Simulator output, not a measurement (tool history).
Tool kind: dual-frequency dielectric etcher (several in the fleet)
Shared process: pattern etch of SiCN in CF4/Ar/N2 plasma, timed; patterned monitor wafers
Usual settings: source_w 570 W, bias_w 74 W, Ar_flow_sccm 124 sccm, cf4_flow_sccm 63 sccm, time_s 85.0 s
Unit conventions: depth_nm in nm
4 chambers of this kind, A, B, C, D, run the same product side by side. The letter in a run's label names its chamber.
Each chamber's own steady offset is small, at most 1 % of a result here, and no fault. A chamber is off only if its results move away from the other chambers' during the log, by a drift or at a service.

run,day,source_w,bias_w,Ar_flow_sccm,cf4_flow_sccm,time_s,"read-back reference wafer on the same gauge, depth_nm",depth_nm
1A,0.438,570,74,124,63,85.0,97.499,85.844
2D,0.900,570,74,124,63,85.0,97.542,86.716
3B,1.283,570,74,124,63,85.0,97.567,85.717
# day 1.400: chamber B: CF4 flow controller replaced
4C,1.596,570,74,124,63,85.0,97.595,86.350
5C,1.888,570,74,124,63,85.0,97.604,86.583
6A,2.188,570,74,124,63,85.0,97.609,85.607
7D,2.479,570,74,124,63,85.0,97.605,86.521
8B,2.804,570,74,124,63,85.0,97.654,85.959
9A,3.288,570,58,124,63,67.5,97.683,62.606
10C,3.588,570,58,124,63,67.5,97.686,63.079
11D,3.846,570,58,124,63,67.5,97.708,63.276
12B,4.258,570,58,124,63,67.5,97.734,62.598
13B,4.625,570,74,124,63,85.0,97.731,85.895
14C,4.992,570,74,124,63,85.0,97.737,86.721
15A,5.225,570,74,124,63,85.0,97.804,85.868
16D,5.725,700,61,124,63,85.0,97.783,96.948
17D,6.125,700,61,124,63,85.0,97.797,97.184
18B,6.625,700,61,124,63,85.0,97.850,95.907
19A,7.058,700,61,124,63,85.0,97.877,96.264
20C,7.488,570,74,124,63,85.0,97.814,86.721
21A,7.917,570,74,124,63,85.0,97.892,86.123
22B,8.321,570,74,124,63,85.0,97.889,86.117
23C,8.654,570,74,124,63,63.0,97.919,64.284
24D,9.054,570,74,124,63,63.0,97.923,64.574
25B,9.483,570,74,124,63,63.0,97.990,63.841
# day 9.729: chamber C: wet clean of the chamber
26D,9.975,570,74,124,63,63.0,97.979,64.441
27C,10.283,570,74,124,63,85.0,97.981,87.074
28A,10.733,570,74,124,63,85.0,97.995,86.007
29B,11.158,570,74,124,63,85.0,98.006,86.033

One chamber off, gauge drift, or nothing amiss beyond the chambers' own small offsets? If it is a chamber, which one, and what is the likeliest cause?

Gauge drift. The chambers move together only on paper, and none stands off.
Most likely cause: gauge reads high (%) = 0.568.
